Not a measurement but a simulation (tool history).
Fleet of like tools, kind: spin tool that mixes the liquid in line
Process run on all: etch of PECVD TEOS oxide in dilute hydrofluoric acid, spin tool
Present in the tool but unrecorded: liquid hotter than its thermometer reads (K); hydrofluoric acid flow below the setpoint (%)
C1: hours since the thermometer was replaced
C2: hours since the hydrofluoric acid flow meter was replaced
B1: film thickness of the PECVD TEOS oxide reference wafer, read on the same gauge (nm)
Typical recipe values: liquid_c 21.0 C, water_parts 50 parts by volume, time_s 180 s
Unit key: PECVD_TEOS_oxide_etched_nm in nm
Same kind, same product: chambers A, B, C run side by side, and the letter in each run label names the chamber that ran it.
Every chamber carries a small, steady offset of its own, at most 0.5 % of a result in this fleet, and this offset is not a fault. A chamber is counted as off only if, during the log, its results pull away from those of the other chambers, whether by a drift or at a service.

run 1B hour=7.1 | liquid_c=21.0 water_parts=50 time_s=180 | C1=167.6 C2=1856.5 | B1=99.960 | PECVD_TEOS_oxide_etched_nm=30.146
run 2C hour=12.1 | liquid_c=21.0 water_parts=50 time_s=180 | C1=71.6 C2=994.8 | B1=100.010 | PECVD_TEOS_oxide_etched_nm=30.364
run 3A hour=19.5 | liquid_c=21.0 water_parts=50 time_s=180 | C1=319.4 C2=980.9 | B1=100.000 | PECVD_TEOS_oxide_etched_nm=30.515
run 4C hour=25.4 | liquid_c=21.0 water_parts=50 time_s=180 | C1=84.9 C2=1008.1 | B1=100.040 | PECVD_TEOS_oxide_etched_nm=30.215
run 5A hour=32.5 | liquid_c=21.0 water_parts=50 time_s=180 | C1=332.4 C2=993.9 | B1=99.999 | PECVD_TEOS_oxide_etched_nm=30.505
-- hour=33.8 chamber A: hydrofluoric acid flow meter replaced
run 6B hour=39.7 | liquid_c=21.0 water_parts=50 time_s=180 | C1=200.2 C2=1889.1 | B1=100.000 | PECVD_TEOS_oxide_etched_nm=30.040
run 7C hour=47.7 | liquid_c=21.0 water_parts=50 time_s=180 | C1=107.2 C2=1030.4 | B1=99.995 | PECVD_TEOS_oxide_etched_nm=30.012
run 8B hour=53.6 | liquid_c=21.0 water_parts=25 time_s=115 | C1=214.1 C2=1903.0 | B1=99.987 | PECVD_TEOS_oxide_etched_nm=38.930
run 9A hour=58.5 | liquid_c=21.0 water_parts=25 time_s=115 | C1=358.4 C2=24.8 | B1=99.974 | PECVD_TEOS_oxide_etched_nm=39.333
run 10C hour=62.5 | liquid_c=21.0 water_parts=25 time_s=115 | C1=122.0 C2=1045.2 | B1=100.010 | PECVD_TEOS_oxide_etched_nm=39.471
run 11B hour=67.5 | liquid_c=21.0 water_parts=30 time_s=115 | C1=228.0 C2=1916.9 | B1=100.050 | PECVD_TEOS_oxide_etched_nm=32.730
run 12A hour=72.4 | liquid_c=21.0 water_parts=30 time_s=115 | C1=372.3 C2=38.7 | B1=100.040 | PECVD_TEOS_oxide_etched_nm=32.719
run 13A hour=78.1 | liquid_c=21.0 water_parts=30 time_s=115 | C1=378.0 C2=44.4 | B1=100.040 | PECVD_TEOS_oxide_etched_nm=32.885
run 14C hour=83.9 | liquid_c=21.0 water_parts=50 time_s=180 | C1=143.4 C2=1066.6 | B1=99.971 | PECVD_TEOS_oxide_etched_nm=30.304
run 15B hour=88.3 | liquid_c=21.0 water_parts=50 time_s=180 | C1=248.8 C2=1937.7 | B1=100.000 | PECVD_TEOS_oxide_etched_nm=29.789
run 16C hour=93.5 | liquid_c=21.0 water_parts=50 time_s=180 | C1=153.0 C2=1076.2 | B1=99.946 | PECVD_TEOS_oxide_etched_nm=30.147
run 17B hour=100.7 | liquid_c=23.5 water_parts=70 time_s=180 | C1=261.2 C2=1950.1 | B1=99.982 | PECVD_TEOS_oxide_etched_nm=23.484
run 18A hour=107.9 | liquid_c=23.5 water_parts=70 time_s=180 | C1=407.8 C2=74.2 | B1=100.010 | PECVD_TEOS_oxide_etched_nm=23.694
run 19C hour=112.3 | liquid_c=23.5 water_parts=70 time_s=180 | C1=171.8 C2=1095.0 | B1=99.980 | PECVD_TEOS_oxide_etched_nm=23.253
run 20A hour=118.6 | liquid_c=21.0 water_parts=50 time_s=180 | C1=418.5 C2=84.9 | B1=99.949 | PECVD_TEOS_oxide_etched_nm=30.167
run 21B hour=122.8 | liquid_c=21.0 water_parts=50 time_s=180 | C1=283.3 C2=1972.2 | B1=99.997 | PECVD_TEOS_oxide_etched_nm=30.258
run 22C hour=130.8 | liquid_c=21.0 water_parts=50 time_s=180 | C1=190.3 C2=1113.5 | B1=99.972 | PECVD_TEOS_oxide_etched_nm=30.027
run 23B hour=135.8 | liquid_c=21.0 water_parts=50 time_s=180 | C1=296.3 C2=1985.2 | B1=99.989 | PECVD_TEOS_oxide_etched_nm=30.073
run 24A hour=144.4 | liquid_c=21.0 water_parts=50 time_s=180 | C1=444.3 C2=110.7 | B1=100.050 | PECVD_TEOS_oxide_etched_nm=30.451
run 25B hour=152.6 | liquid_c=21.0 water_parts=50 time_s=180 | C1=313.1 C2=2002.0 | B1=100.000 | PECVD_TEOS_oxide_etched_nm=29.828
run 26C hour=159.6 | liquid_c=21.0 water_parts=50 time_s=180 | C1=219.1 C2=1142.3 | B1=100.040 | PECVD_TEOS_oxide_etched_nm=30.295
run 27A hour=165.7 | liquid_c=25.0 water_parts=35 time_s=180 | C1=465.6 C2=132.0 | B1=99.957 | PECVD_TEOS_oxide_etched_nm=52.066

Has any chamber moved away from the others, gradually or after a service, or does the common gauge drift, or do the chambers differ only by their own small steady offsets? State the chamber and the most likely cause if one applies.

No chamber stands off beyond its own small offset, and the gauge holds steady.
